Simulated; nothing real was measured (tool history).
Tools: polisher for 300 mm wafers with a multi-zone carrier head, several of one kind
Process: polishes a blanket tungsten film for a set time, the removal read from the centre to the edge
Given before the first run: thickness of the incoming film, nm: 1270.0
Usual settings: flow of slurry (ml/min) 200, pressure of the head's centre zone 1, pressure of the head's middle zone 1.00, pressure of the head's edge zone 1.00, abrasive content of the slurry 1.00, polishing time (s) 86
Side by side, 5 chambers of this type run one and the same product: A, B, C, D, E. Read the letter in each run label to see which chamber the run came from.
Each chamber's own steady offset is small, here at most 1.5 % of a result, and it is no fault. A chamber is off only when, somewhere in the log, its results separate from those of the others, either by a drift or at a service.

| run | hour | flow of slurry (ml/min) | pressure of the head's centre zone | pressure of the head's middle zone | pressure of the head's edge zone | abrasive content of the slurry | polishing time (s) | film removed at the wafer's centre (angstrom) | film removed at mid-radius (angstrom) | film removed at the wafer's edge (angstrom) |
|---|---|---|---|---|---|---|---|---|---|---|
|  | 2.4 | chamber C: slurry nozzle cleaned |
| 1E | 7.5 | 200 | 1 | 1.00 | 1.00 | 1.00 | 86 | 3360.7 | 3319.1 | 3392.0 |
| 2A | 17.1 | 200 | 1 | 1.00 | 1.00 | 1.00 | 86 | 3296.4 | 3373.0 | 3344.7 |
| 3C | 28.0 | 200 | 1 | 1.00 | 1.00 | 1.00 | 86 | 3328.3 | 3351.4 | 3346.4 |
| 4B | 35.7 | 200 | 1 | 1.00 | 1.00 | 1.00 | 86 | 3291.1 | 3275.0 | 3302.8 |
|  | 39.2 | chamber E: edge zone pressure recalibrated |
| 5D | 46.6 | 240 | 1 | 1.00 | 1.00 | 1.25 | 86 | 3593.1 | 3650.2 | 3559.5 |
|  | 54.7 | chamber A: worn pad replaced by a new one |
| 6D | 60.2 | 240 | 1 | 1.00 | 1.00 | 1.25 | 86 | 3650.3 | 3601.2 | 3616.0 |
| 7A | 66.5 | 240 | 1 | 1.00 | 1.00 | 1.25 | 86 | 3556.8 | 3528.9 | 3532.2 |
| 8C | 79.8 | 240 | 1 | 1.00 | 1.00 | 1.25 | 86 | 3531.4 | 3586.0 | 3577.2 |
|  | 83.2 | chamber C: worn pad replaced by a new one |
| 9E | 87.7 | 240 | 1 | 1.00 | 1.00 | 1.25 | 86 | 3686.2 | 3641.3 | 3503.7 |
|  | 94.4 | chamber D: centre zone pressure recalibrated |
| 10B | 95.6 | 200 | 1 | 1.00 | 1.00 | 1.00 | 86 | 3299.4 | 3278.0 | 3335.2 |
| 11E | 102.8 | 200 | 1 | 1.00 | 1.00 | 1.00 | 86 | 3386.6 | 3320.1 | 3327.1 |
| 12B | 109.7 | 200 | 1 | 1.00 | 1.00 | 1.00 | 86 | 3281.8 | 3236.0 | 3306.1 |
| 13D | 122.4 | 200 | 1 | 1.00 | 1.00 | 1.00 | 86 | 3330.1 | 3305.2 | 3345.3 |
| 14A | 129.8 | 200 | 1 | 1.00 | 1.00 | 1.00 | 86 | 3336.1 | 3222.9 | 3276.9 |
| 15C | 136.8 | 200 | 1 | 1.00 | 1.00 | 1.00 | 86 | 3268.5 | 3273.7 | 3334.0 |
| 16C | 146.0 | 200 | 1 | 1.00 | 1.00 | 1.00 | 86 | 3358.9 | 3406.2 | 3365.2 |
| 17A | 155.2 | 200 | 1 | 1.00 | 1.00 | 1.00 | 86 | 3333.3 | 3345.5 | 3331.1 |
|  | 157.3 | chamber D: edge zone pressure recalibrated |
|  | 160.1 | chamber C: centre zone pressure recalibrated |
|  | 163.7 | chamber E: slurry nozzle cleaned |
| 18B | 164.1 | 200 | 1 | 1.00 | 1.00 | 1.00 | 86 | 3206.1 | 3279.6 | 3335.5 |
|  | 169.0 | chamber E: worn pad replaced by a new one |
| 19D | 172.8 | 200 | 1 | 1.00 | 1.00 | 1.00 | 86 | 3315.2 | 3340.5 | 3303.2 |
|  | 179.4 | chamber B: worn pad replaced by a new one |
| 20E | 185.5 | 200 | 1 | 1.00 | 1.00 | 1.00 | 86 | 3388.3 | 3293.1 | 3286.6 |
|  | 196.2 | chamber D: worn pad replaced by a new one |
| 21D | 197.4 | 200 | 1 | 1.00 | 1.00 | 1.00 | 86 | 3353.9 | 3243.5 | 3369.4 |
| 22C | 204.6 | 200 | 1 | 1.00 | 1.00 | 1.00 | 86 | 3263.8 | 3390.9 | 3336.4 |
| 23E | 211.1 | 200 | 1 | 1.00 | 1.00 | 1.00 | 86 | 3415.9 | 3297.8 | 3399.7 |
| 24A | 223.7 | 200 | 1 | 0.94 | 1.00 | 1.20 | 86 | 3476.1 | 3209.0 | 3543.2 |
|  | 230.6 | chamber D: slurry nozzle cleaned |
| 25B | 237.5 | 200 | 1 | 0.94 | 1.00 | 1.20 | 86 | 3380.6 | 3200.7 | 3420.2 |
|  | 237.8 | chamber B: centre zone pressure recalibrated |
|  | 240.1 | chamber A: slurry nozzle cleaned |
|  | 244.2 | chamber C: slurry nozzle cleaned |
| 26B | 244.8 | 200 | 1 | 0.94 | 1.00 | 1.20 | 86 | 3441.4 | 3264.8 | 3456.5 |
| 27C | 257.7 | 200 | 1 | 0.94 | 1.00 | 1.20 | 86 | 3470.5 | 3265.3 | 3502.4 |
| 28E | 268.3 | 200 | 1 | 0.94 | 1.00 | 1.20 | 86 | 3515.4 | 3274.7 | 3466.0 |
|  | 275.1 | chamber C: worn pad replaced by a new one |
| 29A | 279.8 | 200 | 1 | 1.00 | 1.00 | 1.00 | 86 | 3314.6 | 3322.0 | 3294.0 |
| 30D | 288.5 | 200 | 1 | 1.00 | 1.00 | 1.00 | 86 | 3324.1 | 3321.7 | 3345.9 |
|  | 294.5 | chamber A: worn pad replaced by a new one |
|  | 296.1 | chamber C: edge zone pressure recalibrated |
| 31E | 298.3 | 200 | 1 | 1.00 | 1.00 | 1.00 | 86 | 3398.7 | 3333.7 | 3306.4 |
| 32C | 311.9 | 245 | 1 | 1.00 | 1.08 | 1.00 | 86 | 3378.5 | 3403.2 | 3576.1 |
| 33B | 323.5 | 245 | 1 | 1.00 | 1.08 | 1.00 | 86 | 3400.5 | 3417.0 | 3555.1 |
|  | 333.2 | chamber B: worn pad replaced by a new one |
| 34D | 336.5 | 245 | 1 | 1.00 | 1.08 | 1.00 | 86 | 3389.8 | 3445.6 | 3484.0 |
|  | 336.6 | chamber A: edge zone pressure recalibrated |
| 35A | 344.5 | 245 | 1 | 1.00 | 1.08 | 1.00 | 86 | 3355.4 | 3341.4 | 3551.9 |
| 36B | 356.0 | 245 | 1 | 1.00 | 1.08 | 1.00 | 86 | 3408.6 | 3392.2 | 3562.1 |
| 37C | 365.3 | 200 | 1 | 1.00 | 1.00 | 1.00 | 86 | 3252.3 | 3262.1 | 3373.3 |
|  | 365.9 | chamber E: slurry nozzle cleaned |
| 38E | 377.9 | 200 | 1 | 1.00 | 1.00 | 1.00 | 86 | 3359.3 | 3320.7 | 3298.8 |
| 39A | 385.3 | 245 | 1 | 1.00 | 1.00 | 1.00 | 86 | 3443.5 | 3447.0 | 3475.3 |
|  | 390.6 | chamber D: worn pad replaced by a new one |
| 40D | 398.7 | 245 | 1 | 1.00 | 1.00 | 1.00 | 86 | 3414.5 | 3400.4 | 3401.0 |

The same settings go to every chamber for the next run, one line per chamber below. Forecast the results for each:
| 41A | 408.8 | 200 | 1 | 1.00 | 1.00 | 1.00 | 86 | ? | ? | ? |
| 41B | 408.8 | 200 | 1 | 1.00 | 1.00 | 1.00 | 86 | ? | ? | ? |
| 41C | 408.8 | 200 | 1 | 1.00 | 1.00 | 1.00 | 86 | ? | ? | ? |
| 41D | 408.8 | 200 | 1 | 1.00 | 1.00 | 1.00 | 86 | ? | ? | ? |
| 41E | 408.8 | 200 | 1 | 1.00 | 1.00 | 1.00 | 86 | ? | ? | ? |

| run | film removed at the wafer's centre (angstrom) | film removed at mid-radius (angstrom) | film removed at the wafer's edge (angstrom) |
|---|---|---|---|
| 41A | 3321.4 | 3355.5 | 3400.1 |
| 41B | 3285.1 | 3277.2 | 3303.4 |
| 41C | 3251.0 | 3357.7 | 3349.9 |
| 41D | 3304.2 | 3227.7 | 3319.3 |
| 41E | 3398.7 | 3338.2 | 3311.3 |
